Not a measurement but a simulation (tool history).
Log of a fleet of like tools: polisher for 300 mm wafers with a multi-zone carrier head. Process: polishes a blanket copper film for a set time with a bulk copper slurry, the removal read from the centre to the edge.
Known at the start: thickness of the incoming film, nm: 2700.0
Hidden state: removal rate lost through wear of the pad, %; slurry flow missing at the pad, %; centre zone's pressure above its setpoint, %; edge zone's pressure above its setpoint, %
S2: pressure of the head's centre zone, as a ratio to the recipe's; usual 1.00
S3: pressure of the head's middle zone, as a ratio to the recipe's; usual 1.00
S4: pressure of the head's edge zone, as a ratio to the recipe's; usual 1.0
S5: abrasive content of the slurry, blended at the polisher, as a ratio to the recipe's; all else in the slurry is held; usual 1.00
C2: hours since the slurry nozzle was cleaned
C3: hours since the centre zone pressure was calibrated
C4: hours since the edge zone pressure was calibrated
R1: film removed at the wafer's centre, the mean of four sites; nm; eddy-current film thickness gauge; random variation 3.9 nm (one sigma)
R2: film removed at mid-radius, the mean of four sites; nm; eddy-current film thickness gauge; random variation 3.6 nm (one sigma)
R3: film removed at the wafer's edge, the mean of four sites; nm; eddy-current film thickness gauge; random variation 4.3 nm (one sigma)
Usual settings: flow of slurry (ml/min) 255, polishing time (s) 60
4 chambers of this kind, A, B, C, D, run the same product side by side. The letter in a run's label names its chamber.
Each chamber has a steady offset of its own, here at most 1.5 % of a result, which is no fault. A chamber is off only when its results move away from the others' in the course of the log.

{"hour": 3.6, "done": "chamber D: centre zone pressure recalibrated"}
{"run": "1D", "hour": 5.1, "flow of slurry (ml/min)": 255, "S2": 1.0, "S3": 1.0, "S4": 1.0, "S5": 1.0, "polishing time (s)": 60, "wafers polished on this pad": 723, "C2": 334.6, "C3": 1.6, "C4": 739.4, "R1": 508.73, "R2": 515.07, "R3": 512.51}
{"run": "2C", "hour": 9.1, "flow of slurry (ml/min)": 255, "S2": 1.0, "S3": 1.0, "S4": 1.0, "S5": 1.0, "polishing time (s)": 60, "wafers polished on this pad": 245, "C2": 418.6, "C3": 292.4, "C4": 464.7, "R1": 515.68, "R2": 508.51, "R3": 496.54}
{"run": "3A", "hour": 13.4, "flow of slurry (ml/min)": 255, "S2": 1.0, "S3": 1.0, "S4": 1.0, "S5": 1.0, "polishing time (s)": 60, "wafers polished on this pad": 320, "C2": 312.7, "C3": 222.8, "C4": 274.0, "R1": 510.28, "R2": 512.86, "R3": 514.34}
{"run": "4B", "hour": 17.6, "flow of slurry (ml/min)": 255, "S2": 1.0, "S3": 1.0, "S4": 1.0, "S5": 1.0, "polishing time (s)": 60, "wafers polished on this pad": 986, "C2": 35.9, "C3": 179.1, "C4": 118.8, "R1": 503.7, "R2": 511.43, "R3": 511.4}
{"run": "5B", "hour": 22.1, "flow of slurry (ml/min)": 255, "S2": 1.0, "S3": 1.0, "S4": 1.0, "S5": 1.0, "polishing time (s)": 60, "wafers polished on this pad": 1021, "C2": 40.4, "C3": 183.6, "C4": 123.3, "R1": 499.82, "R2": 509.16, "R3": 508.36}
{"run": "6D", "hour": 25.3, "flow of slurry (ml/min)": 255, "S2": 1.0, "S3": 1.0, "S4": 1.0, "S5": 1.0, "polishing time (s)": 60, "wafers polished on this pad": 878, "C2": 354.8, "C3": 21.8, "C4": 759.6, "R1": 512.94, "R2": 506.85, "R3": 510.6}
{"run": "7C", "hour": 30.8, "flow of slurry (ml/min)": 255, "S2": 1.0, "S3": 1.0, "S4": 1.0, "S5": 1.0, "polishing time (s)": 60, "wafers polished on this pad": 412, "C2": 440.3, "C3": 314.1, "C4": 486.4, "R1": 508.63, "R2": 506.74, "R3": 503.58}
{"run": "8A", "hour": 34.6, "flow of slurry (ml/min)": 255, "S2": 1.0, "S3": 1.0, "S4": 1.0, "S5": 1.0, "polishing time (s)": 60, "wafers polished on this pad": 483, "C2": 333.9, "C3": 244.0, "C4": 295.2, "R1": 506.19, "R2": 507.03, "R3": 506.41}
{"run": "9A", "hour": 40.1, "flow of slurry (ml/min)": 255, "S2": 1.0, "S3": 1.06, "S4": 1.0, "S5": 1.15, "polishing time (s)": 60, "wafers polished on this pad": 525, "C2": 339.4, "C3": 249.5, "C4": 300.7, "R1": 524.97, "R2": 552.15, "R3": 519.25}
{"run": "10D", "hour": 44.5, "flow of slurry (ml/min)": 255, "S2": 1.0, "S3": 1.06, "S4": 1.0, "S5": 1.15, "polishing time (s)": 60, "wafers polished on this pad": 1026, "C2": 374.0, "C3": 41.0, "C4": 778.8, "R1": 525.03, "R2": 553.4, "R3": 530.78}
{"run": "11B", "hour": 48.2, "flow of slurry (ml/min)": 255, "S2": 1.0, "S3": 1.06, "S4": 1.0, "S5": 1.15, "polishing time (s)": 60, "wafers polished on this pad": 1222, "C2": 66.5, "C3": 209.7, "C4": 149.4, "R1": 512.77, "R2": 550.99, "R3": 521.27}
{"hour": 52.5, "done": "chamber C: worn pad replaced by a new one"}
{"run": "12C", "hour": 53.0, "flow of slurry (ml/min)": 255, "S2": 1.0, "S3": 1.06, "S4": 1.0, "S5": 1.15, "polishing time (s)": 60, "wafers polished on this pad": 4, "C2": 462.5, "C3": 336.3, "C4": 508.6, "R1": 530.76, "R2": 550.89, "R3": 522.48}
{"run": "13C", "hour": 56.5, "flow of slurry (ml/min)": 255, "S2": 1.0, "S3": 1.0, "S4": 1.0, "S5": 1.0, "polishing time (s)": 60, "wafers polished on this pad": 31, "C2": 466.0, "C3": 339.8, "C4": 512.1, "R1": 514.57, "R2": 507.68, "R3": 503.57}
{"run": "14D", "hour": 60.1, "flow of slurry (ml/min)": 255, "S2": 1.0, "S3": 1.0, "S4": 1.0, "S5": 1.0, "polishing time (s)": 60, "wafers polished on this pad": 1146, "C2": 389.6, "C3": 56.6, "C4": 794.4, "R1": 515.63, "R2": 511.91, "R3": 516.81}
{"run": "15A", "hour": 64.7, "flow of slurry (ml/min)": 255, "S2": 1.0, "S3": 1.0, "S4": 1.0, "S5": 1.1, "polishing time (s)": 60, "wafers polished on this pad": 715, "C2": 364.0, "C3": 274.1, "C4": 325.3, "R1": 522.07, "R2": 517.33, "R3": 515.17}
{"run": "16B", "hour": 69.7, "flow of slurry (ml/min)": 255, "S2": 1.0, "S3": 1.0, "S4": 1.0, "S5": 1.1, "polishing time (s)": 60, "wafers polished on this pad": 1387, "C2": 88.0, "C3": 231.2, "C4": 170.9, "R1": 506.69, "R2": 519.31, "R3": 518.85}
{"run": "17D", "hour": 72.5, "flow of slurry (ml/min)": 255, "S2": 1.0, "S3": 1.0, "S4": 1.0, "S5": 1.1, "polishing time (s)": 60, "wafers polished on this pad": 1241, "C2": 402.0, "C3": 69.0, "C4": 806.8, "R1": 519.64, "R2": 515.33, "R3": 524.41}
{"hour": 75.4, "done": "chamber D: worn pad replaced by a new one"}
{"run": "18C", "hour": 77.9, "flow of slurry (ml/min)": 255, "S2": 1.0, "S3": 1.0, "S4": 1.0, "S5": 1.1, "polishing time (s)": 60, "wafers polished on this pad": 196, "C2": 487.4, "C3": 361.2, "C4": 533.5, "R1": 527.42, "R2": 521.8, "R3": 520.74}
{"run": "19A", "hour": 81.5, "flow of slurry (ml/min)": 255, "S2": 1.0, "S3": 1.0, "S4": 1.0, "S5": 1.0, "polishing time (s)": 60, "wafers polished on this pad": 844, "C2": 380.8, "C3": 290.9, "C4": 342.1, "R1": 510.91, "R2": 511.4, "R3": 507.34}
{"run": "20B", "hour": 84.9, "flow of slurry (ml/min)": 255, "S2": 1.0, "S3": 1.0, "S4": 1.0, "S5": 1.0, "polishing time (s)": 60, "wafers polished on this pad": 1504, "C2": 103.2, "C3": 246.4, "C4": 186.1, "R1": 509.31, "R2": 510.34, "R3": 511.08}
{"hour": 85.2, "done": "chamber B: worn pad replaced by a new one"}
{"run": "21A", "hour": 90.6, "flow of slurry (ml/min)": 255, "S2": 1.0, "S3": 1.0, "S4": 1.0, "S5": 1.0, "polishing time (s)": 60, "wafers polished on this pad": 914, "C2": 389.9, "C3": 300.0, "C4": 351.2, "R1": 520.18, "R2": 508.53, "R3": 507.17}
{"run": "22C", "hour": 94.6, "flow of slurry (ml/min)": 255, "S2": 1.09, "S3": 1.0, "S4": 1.0, "S5": 1.0, "polishing time (s)": 60, "wafers polished on this pad": 324, "C2": 504.1, "C3": 377.9, "C4": 550.2, "R1": 565.55, "R2": 503.27, "R3": 507.27}
{"run": "23B", "hour": 98.0, "flow of slurry (ml/min)": 255, "S2": 1.09, "S3": 1.0, "S4": 1.0, "S5": 1.0, "polishing time (s)": 60, "wafers polished on this pad": 98, "C2": 116.3, "C3": 259.5, "C4": 199.2, "R1": 555.35, "R2": 502.63, "R3": 506.18}
{"hour": 100.9, "done": "chamber A: worn pad replaced by a new one"}
{"run": "24D", "hour": 103.6, "flow of slurry (ml/min)": 255, "S2": 1.09, "S3": 1.0, "S4": 1.0, "S5": 1.0, "polishing time (s)": 60, "wafers polished on this pad": 217, "C2": 433.1, "C3": 100.1, "C4": 837.9, "R1": 564.21, "R2": 508.03, "R3": 515.41}
{"run": "25A", "hour": 106.2, "flow of slurry (ml/min)": 255, "S2": 1.09, "S3": 1.0, "S4": 1.0, "S5": 1.0, "polishing time (s)": 60, "wafers polished on this pad": 41, "C2": 405.5, "C3": 315.6, "C4": 366.8, "R1": 565.68, "R2": 505.97, "R3": 506.96}
{"run": "26B", "hour": 108.7, "flow of slurry (ml/min)": 255, "S2": 1.0, "S3": 1.0, "S4": 1.0, "S5": 1.0, "polishing time (s)": 60, "wafers polished on this pad": 181, "C2": 127.0, "C3": 270.2, "C4": 209.9, "R1": 504.31, "R2": 514.79, "R3": 513.52}
{"run": "27C", "hour": 111.5, "flow of slurry (ml/min)": 255, "S2": 1.0, "S3": 1.0, "S4": 1.0, "S5": 1.0, "polishing time (s)": 60, "wafers polished on this pad": 454, "C2": 521.0, "C3": 394.8, "C4": 567.1, "R1": 510.63, "R2": 511.55, "R3": 508.95}
{"run": "28D", "hour": 115.0, "flow of slurry (ml/min)": 255, "S2": 1.0, "S3": 1.0, "S4": 1.0, "S5": 1.0, "polishing time (s)": 60, "wafers polished on this pad": 305, "C2": 444.5, "C3": 111.5, "C4": 849.3, "R1": 510.82, "R2": 512.56, "R3": 510.61}
{"run": "29A", "hour": 119.1, "flow of slurry (ml/min)": 255, "S2": 1.0, "S3": 1.0, "S4": 1.0, "S5": 1.0, "polishing time (s)": 60, "wafers polished on this pad": 140, "C2": 418.4, "C3": 328.5, "C4": 379.7, "R1": 510.28, "R2": 510.55, "R3": 510.1}
{"run": "30D", "hour": 124.4, "flow of slurry (ml/min)": 255, "S2": 1.0, "S3": 1.0, "S4": 1.0, "S5": 1.0, "polishing time (s)": 60, "wafers polished on this pad": 377, "C2": 453.9, "C3": 120.9, "C4": 858.7, "R1": 513.3, "R2": 511.03, "R3": 515.58}
{"hour": 124.9, "done": "chamber C: worn pad replaced by a new one"}
{"run": "31C", "hour": 129.3, "flow of slurry (ml/min)": 255, "S2": 1.0, "S3": 1.0, "S4": 1.0, "S5": 1.0, "polishing time (s)": 60, "wafers polished on this pad": 34, "C2": 538.8, "C3": 412.6, "C4": 584.9, "R1": 506.17, "R2": 508.85, "R3": 505.95}
{"run": "32B", "hour": 133.4, "flow of slurry (ml/min)": 255, "S2": 1.0, "S3": 1.0, "S4": 1.0, "S5": 1.0, "polishing time (s)": 60, "wafers polished on this pad": 371, "C2": 151.7, "C3": 294.9, "C4": 234.6, "R1": 505.63, "R2": 505.04, "R3": 516.19}
{"run": "33D", "hour": 137.8, "flow of slurry (ml/min)": 255, "S2": 1.0, "S3": 1.0, "S4": 1.0, "S5": 1.0, "polishing time (s)": 60, "wafers polished on this pad": 480, "C2": 467.3, "C3": 134.3, "C4": 872.1, "R1": 505.71, "R2": 504.24, "R3": 512.07}
{"run": "34B", "hour": 142.7, "flow of slurry (ml/min)": 255, "S2": 1.0, "S3": 1.0, "S4": 1.0, "S5": 1.0, "polishing time (s)": 60, "wafers polished on this pad": 443, "C2": 161.0, "C3": 304.2, "C4": 243.9, "R1": 506.5, "R2": 505.96, "R3": 506.18}
{"run": "35A", "hour": 148.4, "flow of slurry (ml/min)": 255, "S2": 1.0, "S3": 1.0, "S4": 1.0, "S5": 1.0, "polishing time (s)": 60, "wafers polished on this pad": 365, "C2": 447.7, "C3": 357.8, "C4": 409.0, "R1": 509.68, "R2": 514.99, "R3": 510.15}
{"run": "36C", "hour": 150.9, "flow of slurry (ml/min)": 255, "S2": 1.0, "S3": 1.0, "S4": 1.0, "S5": 1.0, "polishing time (s)": 60, "wafers polished on this pad": 200, "C2": 560.4, "C3": 434.2, "C4": 606.5, "R1": 516.27, "R2": 512.69, "R3": 497.07}
{"run": "37A", "hour": 154.6, "flow of slurry (ml/min)": 255, "S2": 1.0, "S3": 1.0, "S4": 1.0, "S5": 1.0, "polishing time (s)": 60, "wafers polished on this pad": 413, "C2": 453.9, "C3": 364.0, "C4": 415.2, "R1": 511.35, "R2": 505.39, "R3": 506.13}

Next, every chamber runs the same settings. What will each give?
{"run": "38A", "hour": 158.7, "flow of slurry (ml/min)": 255, "S2": 1.0, "S3": 1.0, "S4": 0.9, "S5": 1.0, "polishing time (s)": 60, "R1": "?", "R2": "?", "R3": "?"}
{"run": "38B", "hour": 158.7, "flow of slurry (ml/min)": 255, "S2": 1.0, "S3": 1.0, "S4": 0.9, "S5": 1.0, "polishing time (s)": 60, "R1": "?", "R2": "?", "R3": "?"}
{"run": "38C", "hour": 158.7, "flow of slurry (ml/min)": 255, "S2": 1.0, "S3": 1.0, "S4": 0.9, "S5": 1.0, "polishing time (s)": 60, "R1": "?", "R2": "?", "R3": "?"}
{"run": "38D", "hour": 158.7, "flow of slurry (ml/min)": 255, "S2": 1.0, "S3": 1.0, "S4": 0.9, "S5": 1.0, "polishing time (s)": 60, "R1": "?", "R2": "?", "R3": "?"}

run=38A R1=511.57 R2=510.89 R3=478.42
run=38B R1=506.97 R2=516.58 R3=478.50
run=38C R1=515.77 R2=506.20 R3=476.03
run=38D R1=513.47 R2=509.05 R3=491.90
